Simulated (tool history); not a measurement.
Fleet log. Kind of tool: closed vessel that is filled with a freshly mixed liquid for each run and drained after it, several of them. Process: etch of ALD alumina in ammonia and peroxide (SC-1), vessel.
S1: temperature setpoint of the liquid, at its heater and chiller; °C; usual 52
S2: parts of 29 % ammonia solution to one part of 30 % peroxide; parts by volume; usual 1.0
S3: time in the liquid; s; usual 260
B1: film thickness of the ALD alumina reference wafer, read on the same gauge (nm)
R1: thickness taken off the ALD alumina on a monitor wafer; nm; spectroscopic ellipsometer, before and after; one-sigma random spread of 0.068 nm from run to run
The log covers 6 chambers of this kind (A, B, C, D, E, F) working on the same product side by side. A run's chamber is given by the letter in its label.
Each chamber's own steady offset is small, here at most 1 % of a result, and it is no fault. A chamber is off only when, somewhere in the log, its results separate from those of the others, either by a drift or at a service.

run   hour  S1   S2   S3       B1       R1
 1F    3.8  52  1.0  260  100.020  16.1220
 2C    6.5  52  1.0  260   99.996  15.8260
 3E   11.0  52  1.0  260   99.992  15.8800
 4B   16.1  52  1.0  260  100.040  16.1570
 5D   21.4  52  1.0  260   99.978  16.1670
 6A   26.2  52  1.0  260   99.999  16.2010
 7B   29.3  52  1.0  195  100.010  12.1440
      29.5  -- chamber B: new drum of ammonia solution connected
 8C   33.7  52  1.0  195  100.020  11.9850
 9D   37.6  52  1.0  195   99.999  12.2120
10E   41.4  52  1.0  195   99.976  12.0230
11F   44.9  52  1.0  195   99.989  11.9990
12A   48.8  52  1.0  195   99.989  12.2450
13F   52.8  52  1.0  260  100.010  16.1190
14B   57.5  52  1.0  260   99.993  16.1000
      60.1  -- chamber C: thermometer replaced
15D   60.3  52  1.0  260   99.985  16.3820
16A   64.7  52  1.0  260  100.010  16.3070
17C   69.1  52  1.0  260  100.030  15.9270
18E   74.4  52  1.0  260   99.967  16.0230
19A   78.8  52  1.0  260   99.944  16.1790
20F   83.4  52  1.0  260  100.020  16.1070
21D   87.4  52  1.0  260  100.020  16.2170
22C   89.9  52  1.0  260   99.993  16.0810
23B   93.4  52  1.0  260  100.020  16.1140
24E   98.7  52  1.0  260  100.020  16.1080
     100.8  -- chamber F: ammonia flow meter replaced
     101.0  -- chamber D: thermometer replaced
25E  102.4  52  1.0  260   99.975  15.9330
26D  104.8  52  1.0  260  100.010  16.1250
27F  109.7  52  1.0  260   99.999  16.1320
28A  114.3  52  1.0  260   99.994  16.1980
29B  116.6  52  1.0  260   99.945  16.2450
     116.8  -- chamber A: thermometer replaced
30C  120.8  52  1.2  260   99.995  16.1010
     123.0  -- chamber F: thermometer replaced
31B  124.6  52  1.2  260  100.010  16.4250
32A  127.6  52  1.2  260   99.993  16.4880
33F  132.3  52  1.2  260  100.030  16.4050
34C  137.5  52  1.2  260   99.993  16.2490
35D  140.7  52  1.2  260   99.984  16.4780
36E  146.1  52  1.0  260   99.999  16.0000
37B  148.8  52  1.0  260  100.000  16.0850

Read the log: is a single chamber off, either drifting away or since a service, is the gauge that measures every chamber drifting, or is nothing wrong beyond small per-chamber offsets? Name any odd chamber and what most likely caused it.

Beyond each chamber's small constant offset nothing stands out, and the gauge stays steady.
